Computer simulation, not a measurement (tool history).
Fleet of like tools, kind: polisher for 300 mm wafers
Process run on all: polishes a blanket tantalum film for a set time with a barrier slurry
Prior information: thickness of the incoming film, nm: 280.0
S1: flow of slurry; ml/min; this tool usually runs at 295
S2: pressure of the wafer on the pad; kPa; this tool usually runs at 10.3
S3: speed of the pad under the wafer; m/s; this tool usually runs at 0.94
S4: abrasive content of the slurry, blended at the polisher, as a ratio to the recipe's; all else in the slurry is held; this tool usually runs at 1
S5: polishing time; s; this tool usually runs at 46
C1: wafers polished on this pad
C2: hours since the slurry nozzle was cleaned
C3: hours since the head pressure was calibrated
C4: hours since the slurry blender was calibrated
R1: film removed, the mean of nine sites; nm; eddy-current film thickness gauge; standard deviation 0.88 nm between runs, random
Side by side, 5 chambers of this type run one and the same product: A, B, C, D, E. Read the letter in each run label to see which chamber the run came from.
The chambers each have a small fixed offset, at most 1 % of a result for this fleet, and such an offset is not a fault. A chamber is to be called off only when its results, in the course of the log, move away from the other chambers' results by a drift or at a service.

-- day=0.312 chamber B: slurry blender recalibrated
run 1B day=0.45 | S1=295 S2=10.3 S3=0.94 S4=1 S5=46 | C1=932 C2=99.5 C3=52.1 C4=3.3 | R1=65.88
-- day=0.679 chamber B: worn pad replaced by a new one
run 2E day=0.733 | S1=295 S2=10.3 S3=0.94 S4=1 S5=46 | C1=641 C2=458.3 C3=848.5 C4=228.7 | R1=65.319
-- day=0.883 chamber A: worn pad replaced by a new one
run 3A day=1.167 | S1=295 S2=10.3 S3=0.94 S4=1 S5=46 | C1=52 C2=464.6 C3=759.2 C4=366.4 | R1=65.044
-- day=1.496 chamber C: worn pad replaced by a new one
run 4C day=1.621 | S1=295 S2=10.3 S3=0.94 S4=1 S5=46 | C1=22 C2=146.3 C3=765.1 C4=283.9 | R1=64.481
-- day=1.754 chamber D: head pressure recalibrated
run 5D day=1.946 | S1=295 S2=10.3 S3=0.94 S4=1 S5=46 | C1=1080 C2=486.5 C3=4.6 C4=117.6 | R1=64.478
run 6C day=2.167 | S1=295 S2=10.3 S3=1.04 S4=0.8 S5=46 | C1=121 C2=159.4 C3=778.2 C4=297 | R1=68.365
run 7E day=2.512 | S1=295 S2=10.3 S3=1.04 S4=0.8 S5=46 | C1=964 C2=501 C3=891.2 C4=271.4 | R1=68.237
-- day=2.579 chamber C: slurry blender recalibrated
-- day=2.762 chamber D: worn pad replaced by a new one
run 8B day=2.808 | S1=295 S2=10.3 S3=1.04 S4=0.8 S5=46 | C1=386 C2=156.1 C3=108.7 C4=59.9 | R1=67.278
-- day=2.879 chamber A: slurry blender recalibrated
run 9D day=3.138 | S1=295 S2=10.3 S3=1.04 S4=0.8 S5=46 | C1=68 C2=515.1 C3=33.2 C4=146.2 | R1=66.68
run 10A day=3.442 | S1=295 S2=10.3 S3=1.04 S4=0.8 S5=46 | C1=464 C2=519.2 C3=813.8 C4=13.6 | R1=66.743
run 11D day=3.658 | S1=295 S2=10.3 S3=0.94 S4=1 S5=39 | C1=162 C2=527.6 C3=45.7 C4=158.7 | R1=54.818
-- day=3.975 chamber E: slurry nozzle cleaned
run 12B day=3.996 | S1=295 S2=10.3 S3=0.94 S4=1 S5=39 | C1=601 C2=184.6 C3=137.2 C4=88.4 | R1=55.859
run 13E day=4.454 | S1=295 S2=10.3 S3=0.94 S4=1 S5=39 | C1=1315 C2=11.5 C3=937.8 C4=318 | R1=56.295
run 14A day=4.821 | S1=295 S2=10.3 S3=0.94 S4=1 S5=39 | C1=714 C2=552.3 C3=846.9 C4=46.7 | R1=54.692
run 15C day=5.133 | S1=295 S2=10.3 S3=0.94 S4=1 S5=39 | C1=659 C2=230.6 C3=849.4 C4=61.4 | R1=55.607
run 16B day=5.4 | S1=295 S2=10.3 S3=0.94 S4=1 S5=46 | C1=856 C2=218.3 C3=170.9 C4=122.1 | R1=64.992
run 17A day=5.821 | S1=360 S2=10.3 S3=0.94 S4=1 S5=46 | C1=895 C2=576.3 C3=870.9 C4=70.7 | R1=66.364
-- day=6.146 chamber E: slurry blender recalibrated
run 18D day=6.208 | S1=360 S2=10.3 S3=0.94 S4=1 S5=46 | C1=624 C2=588.8 C3=106.9 C4=219.9 | R1=64.025
-- day=6.338 chamber C: worn pad replaced by a new one
-- day=6.4 chamber B: worn pad replaced by a new one
run 19E day=6.608 | S1=360 S2=10.3 S3=0.94 S4=1 S5=46 | C1=1706 C2=63.2 C3=989.5 C4=11.2 | R1=64.787
-- day=6.825 chamber B: slurry blender recalibrated
run 20C day=7.004 | S1=360 S2=10.3 S3=0.94 S4=1 S5=46 | C1=121 C2=275.5 C3=894.3 C4=106.3 | R1=66.107
-- day=7.017 chamber C: head pressure recalibrated
run 21A day=7.371 | S1=360 S2=10.3 S3=0.94 S4=1 S5=46 | C1=1176 C2=613.5 C3=908.1 C4=107.9 | R1=66.625
-- day=7.4 chamber E: head pressure recalibrated
run 22D day=7.708 | S1=295 S2=10.3 S3=0.94 S4=1 S5=46 | C1=896 C2=624.8 C3=142.9 C4=255.9 | R1=63.441
run 23E day=8.075 | S1=295 S2=10.3 S3=0.94 S4=1 S5=46 | C1=1972 C2=98.4 C3=16.2 C4=46.4 | R1=62.172
run 24B day=8.388 | S1=295 S2=10.3 S3=0.94 S4=1 S5=46 | C1=360 C2=290 C3=242.6 C4=37.5 | R1=65.664
run 25C day=8.708 | S1=295 S2=10.3 S3=0.94 S4=1 S5=46 | C1=430 C2=316.4 C3=40.6 C4=147.2 | R1=66.007
-- day=8.758 chamber A: worn pad replaced by a new one
run 26E day=9.083 | S1=295 S2=10.3 S3=0.94 S4=1 S5=46 | C1=2154 C2=122.6 C3=40.4 C4=70.6 | R1=64.604
-- day=9.267 chamber D: worn pad replaced by a new one
run 27C day=9.383 | S1=295 S2=10.3 S3=0.94 S4=1 S5=46 | C1=552 C2=332.6 C3=56.8 C4=163.4 | R1=65.909
-- day=9.579 chamber D: slurry nozzle cleaned
run 28A day=9.758 | S1=295 S2=10.3 S3=0.94 S4=1 S5=46 | C1=181 C2=670.8 C3=965.4 C4=165.2 | R1=63.975
run 29B day=10.112 | S1=295 S2=10.3 S3=0.64 S4=1 S5=46 | C1=673 C2=331.4 C3=284 C4=78.9 | R1=44.886
run 30D day=10.475 | S1=295 S2=10.3 S3=0.64 S4=1 S5=46 | C1=219 C2=21.6 C3=209.3 C4=322.3 | R1=44.11
run 31D day=10.858 | S1=295 S2=10.3 S3=0.64 S4=1 S5=46 | C1=289 C2=30.8 C3=218.5 C4=331.5 | R1=44.873
run 32A day=11.333 | S1=295 S2=10.3 S3=0.64 S4=1 S5=46 | C1=466 C2=708.6 C3=1003.2 C4=203 | R1=44.227
-- day=11.688 chamber A: slurry nozzle cleaned
-- day=11.729 chamber C: worn pad replaced by a new one
run 33C day=11.738 | S1=295 S2=10.3 S3=0.64 S4=1 S5=46 | C1=2 C2=389.1 C3=113.3 C4=219.9 | R1=44.678
run 34E day=11.958 | S1=295 S2=13.1 S3=1.18 S4=1 S5=46 | C1=2675 C2=191.6 C3=109.4 C4=139.6 | R1=96.144
run 35B day=12.242 | S1=295 S2=13.1 S3=1.18 S4=1 S5=46 | C1=1058 C2=382.5 C3=335.1 C4=130 | R1=104.37
-- day=12.354 chamber B: worn pad replaced by a new one
run 36A day=12.604 | S1=295 S2=13.1 S3=1.18 S4=1 S5=46 | C1=696 C2=22.1 C3=1033.7 C4=233.5 | R1=104.17
run 37E day=12.979 | S1=295 S2=13.1 S3=1.18 S4=1 S5=46 | C1=2860 C2=216.1 C3=133.9 C4=164.1 | R1=96.638
run 38B day=13.338 | S1=295 S2=13.1 S3=1.18 S4=1 S5=46 | C1=178 C2=408.8 C3=361.4 C4=156.3 | R1=104.48
-- day=13.525 chamber D: slurry blender recalibrated
run 39C day=13.725 | S1=295 S2=10.3 S3=0.94 S4=1 S5=46 | C1=362 C2=436.8 C3=161 C4=267.6 | R1=66.054
-- day=13.917 chamber B: slurry blender recalibrated
run 40D day=14.075 | S1=295 S2=10.3 S3=0.94 S4=1 S5=46 | C1=871 C2=108 C3=295.7 C4=13.2 | R1=63.889
run 41A day=14.342 | S1=295 S2=10.3 S3=0.94 S4=1 S5=46 | C1=1011 C2=63.8 C3=1075.4 C4=275.2 | R1=65.898
-- day=14.679 chamber B: head pressure recalibrated
run 42B day=14.804 | S1=295 S2=10.3 S3=0.94 S4=1 S5=46 | C1=444 C2=444 C3=3 C4=21.4 | R1=65.158

Predict what each chamber gives when all 5 of them run the settings below next.
run 43A day=15.154 | S1=295 S2=10.3 S3=0.94 S4=1 S5=61 | R1=?
run 43B day=15.154 | S1=295 S2=10.3 S3=0.94 S4=1 S5=61 | R1=?
run 43C day=15.154 | S1=295 S2=10.3 S3=0.94 S4=1 S5=61 | R1=?
run 43D day=15.154 | S1=295 S2=10.3 S3=0.94 S4=1 S5=61 | R1=?
run 43E day=15.154 | S1=295 S2=10.3 S3=0.94 S4=1 S5=61 | R1=?

run=43A R1=86.692
run=43B R1=88.357
run=43C R1=86.236
run=43D R1=88.355
run=43E R1=79.003
